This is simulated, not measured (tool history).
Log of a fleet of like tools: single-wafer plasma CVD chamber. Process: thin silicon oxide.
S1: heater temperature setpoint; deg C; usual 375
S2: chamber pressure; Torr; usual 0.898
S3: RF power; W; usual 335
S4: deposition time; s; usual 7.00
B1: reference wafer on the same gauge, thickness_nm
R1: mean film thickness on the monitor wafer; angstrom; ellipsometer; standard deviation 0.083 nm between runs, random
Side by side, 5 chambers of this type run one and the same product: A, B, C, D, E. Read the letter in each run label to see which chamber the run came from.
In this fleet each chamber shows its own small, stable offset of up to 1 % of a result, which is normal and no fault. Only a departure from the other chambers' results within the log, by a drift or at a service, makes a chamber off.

run,hour,S1,S2,S3,S4,B1,R1
1C,8.2,375,0.898,335,7.00,14.974,151.07
2B,16.7,375,0.898,335,7.00,15.033,151.47
3A,28.3,375,0.898,335,7.00,15.010,149.41
4D,43.4,375,0.898,335,7.00,15.034,151.46
5E,59.7,375,0.898,335,7.00,14.985,151.75
6D,68.9,375,0.898,335,7.00,14.996,151.56
7E,76.8,375,0.898,335,7.00,15.011,151.87
8A,88.4,375,0.898,335,7.00,14.985,149.47
9B,104.1,375,0.898,335,7.00,14.989,151.45
10C,113.4,375,0.898,335,7.00,15.013,152.19
11C,124.9,375,0.898,335,7.00,15.013,152.11
# hour 133.9: chamber E: thermocouple changed; heater temperature recalibrated
12B,135.5,375,0.898,335,7.00,15.005,151.41
13E,148.1,375,0.898,335,7.00,14.996,150.77
14D,156.7,375,0.898,335,7.00,14.984,151.71
15A,168.5,375,0.898,335,7.00,15.010,149.63
16E,180.0,375,0.898,335,7.00,15.002,150.83
17C,194.7,367,0.898,335,7.87,15.011,171.94
18B,206.9,367,0.898,335,7.87,15.015,168.77
19D,220.8,367,0.898,335,7.87,15.003,170.73
20A,230.4,367,0.898,335,7.87,15.006,169.33
21E,238.3,367,0.898,335,7.87,14.998,171.09
22A,250.2,375,1.028,315,7.00,15.010,162.45
23D,259.7,375,1.028,315,7.00,14.984,164.75
# hour 261.4: chamber D: thermocouple changed; heater temperature recalibrated
24C,275.5,375,1.028,315,7.00,14.988,163.10
# hour 276.9: chamber A: capacitance manometer re-zeroed and calibrated
25B,290.8,375,1.028,315,7.00,14.999,164.13
26A,299.6,375,1.028,315,7.00,14.989,154.05
27E,312.1,375,1.101,395,7.00,14.985,185.55
28B,327.7,375,1.101,395,7.00,14.994,186.33
29C,339.7,375,1.101,395,7.00,14.991,187.09
# hour 346.8: chamber D: RF generator calibrated
30D,351.8,375,1.101,395,7.00,14.991,187.64
# hour 355.3: chamber E: capacitance manometer re-zeroed and calibrated
31E,365.5,375,1.101,395,7.00,14.982,186.04
32D,376.4,375,0.898,335,7.00,14.977,152.39
33C,392.5,386,0.898,390,7.00,14.981,160.68
34A,400.8,386,0.898,390,7.00,14.993,147.73
35B,410.2,386,0.898,390,7.00,15.019,158.42
36D,424.5,386,0.898,390,7.00,15.016,160.30
37B,432.0,386,0.898,390,7.00,14.994,158.50
38C,447.1,375,0.898,335,7.00,15.028,151.36
39A,462.2,375,1.108,335,8.35,14.997,200.24
40E,476.8,375,1.108,335,8.35,14.982,210.47
41D,487.7,375,1.108,335,8.35,15.034,212.60

Decide between three cases: one chamber stands off from its peers, the gauge reading all wafers drifts, or nothing is wrong past each chamber's small offset. Where a chamber is off, say which and what most likely put it there.

After it was serviced, chamber A no longer matches the other chambers.
Most likely cause: true pressure below the setpoint (%) = 6.69.

Below are 4 candidate recipes for chamber A's next run, each the usual settings with a change, their results shown as question marks. Which of them brings A's results back in line with what the other chambers give on the usual settings?
In-line tolerance around the mean of the other chambers on the usual settings: R1 2.90 angstrom
42A-1,499.4,375,0.883,335,6.92,,?
42A-2,499.4,375,0.898,335,7.20,,?
42A-3,499.4,375,0.898,285,7.00,,?
42A-4,499.4,375,0.898,345,7.42,,?

Average result of the remaining chambers running the usual settings: R1 151.59 angstrom
run,R1
42A-1,138.07
42A-2,145.66
42A-3,132.57
42A-4,151.87
42A-4 is the one that brings the chamber's results back in line with the other chambers.
